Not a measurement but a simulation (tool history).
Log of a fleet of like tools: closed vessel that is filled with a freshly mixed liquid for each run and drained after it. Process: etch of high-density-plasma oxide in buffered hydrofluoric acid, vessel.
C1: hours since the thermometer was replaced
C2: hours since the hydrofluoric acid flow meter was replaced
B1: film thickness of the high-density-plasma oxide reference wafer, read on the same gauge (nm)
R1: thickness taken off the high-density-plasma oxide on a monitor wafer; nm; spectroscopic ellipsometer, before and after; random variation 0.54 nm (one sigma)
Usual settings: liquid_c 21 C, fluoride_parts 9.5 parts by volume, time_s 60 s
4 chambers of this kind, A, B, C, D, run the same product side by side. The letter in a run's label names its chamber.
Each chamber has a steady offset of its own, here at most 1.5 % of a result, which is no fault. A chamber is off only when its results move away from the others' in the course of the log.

-- day=0.038 chamber B: thermometer replaced
run 1D day=0.304 | liquid_c=21 fluoride_parts=9.5 time_s=60 | C1=246.1 C2=998.5 | B1=100 | R1=65.135
run 2C day=0.638 | liquid_c=21 fluoride_parts=9.5 time_s=60 | C1=1377.1 C2=1854.3 | B1=100.01 | R1=66.409
run 3A day=0.788 | liquid_c=21 fluoride_parts=9.5 time_s=60 | C1=63.7 C2=634.4 | B1=100.01 | R1=65.121
run 4B day=1.112 | liquid_c=21 fluoride_parts=9.5 time_s=60 | C1=25.9 C2=60.9 | B1=99.981 | R1=63.913
run 5D day=1.329 | liquid_c=21 fluoride_parts=9.5 time_s=60 | C1=270.7 C2=1023.1 | B1=99.999 | R1=66.79
run 6C day=1.562 | liquid_c=21 fluoride_parts=9.5 time_s=60 | C1=1399.3 C2=1876.5 | B1=99.972 | R1=65.206
run 7B day=1.825 | liquid_c=21 fluoride_parts=9.5 time_s=60 | C1=43 C2=78 | B1=99.994 | R1=64.519
run 8A day=2.067 | liquid_c=21 fluoride_parts=9.5 time_s=60 | C1=94.4 C2=665.1 | B1=99.981 | R1=64.857
run 9A day=2.4 | liquid_c=21 fluoride_parts=9.5 time_s=60 | C1=102.4 C2=673.1 | B1=100 | R1=65.705
run 10C day=2.738 | liquid_c=21 fluoride_parts=9.5 time_s=60 | C1=1427.5 C2=1904.7 | B1=100 | R1=67.077
run 11D day=2.971 | liquid_c=21 fluoride_parts=9.5 time_s=60 | C1=310.1 C2=1062.5 | B1=100 | R1=65.109
run 12B day=3.283 | liquid_c=21 fluoride_parts=9.5 time_s=60 | C1=78 C2=113 | B1=100.02 | R1=65.035
run 13D day=3.583 | liquid_c=21 fluoride_parts=9.5 time_s=60 | C1=324.8 C2=1077.2 | B1=100.02 | R1=66.639
run 14C day=3.854 | liquid_c=25.5 fluoride_parts=9.5 time_s=60 | C1=1454.3 C2=1931.5 | B1=99.998 | R1=84.035
run 15A day=4.008 | liquid_c=25.5 fluoride_parts=9.5 time_s=60 | C1=141 C2=711.7 | B1=100.01 | R1=83.784
run 16B day=4.354 | liquid_c=25.5 fluoride_parts=9.5 time_s=60 | C1=103.7 C2=138.7 | B1=99.997 | R1=82.264
run 17C day=4.55 | liquid_c=25.5 fluoride_parts=9.5 time_s=60 | C1=1471 C2=1948.2 | B1=100 | R1=84.364
run 18B day=4.771 | liquid_c=21 fluoride_parts=9.5 time_s=60 | C1=113.7 C2=148.7 | B1=99.992 | R1=65.081
run 19A day=4.921 | liquid_c=21 fluoride_parts=9.5 time_s=60 | C1=162.9 C2=733.6 | B1=100.01 | R1=65.253
run 20D day=5.129 | liquid_c=21 fluoride_parts=9.5 time_s=60 | C1=361.9 C2=1114.3 | B1=99.986 | R1=67.726
run 21D day=5.358 | liquid_c=21 fluoride_parts=9.5 time_s=60 | C1=367.4 C2=1119.8 | B1=99.975 | R1=67.832
run 22C day=5.7 | liquid_c=21 fluoride_parts=9.5 time_s=60 | C1=1498.6 C2=1975.8 | B1=100.02 | R1=65.515
run 23A day=5.858 | liquid_c=21 fluoride_parts=9.5 time_s=60 | C1=185.4 C2=756.1 | B1=99.984 | R1=65.708
run 24B day=6.133 | liquid_c=21 fluoride_parts=9.5 time_s=60 | C1=146.4 C2=181.4 | B1=100.01 | R1=64.247
run 25A day=6.417 | liquid_c=21 fluoride_parts=9.5 time_s=60 | C1=198.8 C2=769.5 | B1=99.991 | R1=64.453
run 26D day=6.662 | liquid_c=21 fluoride_parts=9.5 time_s=60 | C1=398.7 C2=1151.1 | B1=100 | R1=68.789
-- day=6.946 chamber C: hydrofluoric acid flow meter replaced
run 27B day=6.992 | liquid_c=21 fluoride_parts=9.5 time_s=60 | C1=167 C2=202 | B1=100.01 | R1=64.298
run 28C day=7.204 | liquid_c=21 fluoride_parts=9.5 time_s=60 | C1=1534.7 C2=6.3 | B1=99.994 | R1=65.15
run 29D day=7.396 | liquid_c=21 fluoride_parts=9.5 time_s=60 | C1=416.3 C2=1168.7 | B1=99.992 | R1=69.8
run 30B day=7.704 | liquid_c=21 fluoride_parts=9.5 time_s=60 | C1=184.1 C2=219.1 | B1=99.991 | R1=65.009
run 31A day=7.883 | liquid_c=21 fluoride_parts=9.5 time_s=60 | C1=234 C2=804.7 | B1=99.982 | R1=65.925
run 32C day=8.117 | liquid_c=21 fluoride_parts=9.5 time_s=60 | C1=1556.6 C2=28.2 | B1=100.01 | R1=66.886
run 33A day=8.421 | liquid_c=21 fluoride_parts=9.5 time_s=60 | C1=246.9 C2=817.6 | B1=100.02 | R1=66.113
run 34B day=8.75 | liquid_c=21 fluoride_parts=9.5 time_s=60 | C1=209.2 C2=244.2 | B1=100 | R1=64.981

What goes on in this fleet: one chamber off, a drifting gauge, or nothing beyond the chambers' own small offsets? Name the chamber and the cause, if any.

Chamber D drifts away from the others.
Cause: liquid hotter than its thermometer reads (K) = 1.31.
The log may not tell that from: hydrofluoric acid flow above the setpoint (%).

Here are 4 candidates for chamber D's next run, each the usual settings with a change, their results left as question marks. Which one brings its results back in line with what the others give on the usual settings?
In line means no further than this from the other chambers' mean on the usual settings: R1 1.9 nm
run 35D-1 day=8.996 | liquid_c=19.5 fluoride_parts=9.5 time_s=60 | R1=?
run 35D-2 day=8.996 | liquid_c=24.5 fluoride_parts=9.5 time_s=60 | R1=?
run 35D-3 day=8.996 | liquid_c=21 fluoride_parts=9.5 time_s=50 | R1=?
run 35D-4 day=8.996 | liquid_c=21 fluoride_parts=9.5 time_s=65 | R1=?

The other chambers' mean on the usual settings: R1 65.389 nm
run=35D-1 R1=65.305
run=35D-2 R1=85.733
run=35D-3 R1=59.103
run=35D-4 R1=76.834
35D-1 brings the chamber back in line.

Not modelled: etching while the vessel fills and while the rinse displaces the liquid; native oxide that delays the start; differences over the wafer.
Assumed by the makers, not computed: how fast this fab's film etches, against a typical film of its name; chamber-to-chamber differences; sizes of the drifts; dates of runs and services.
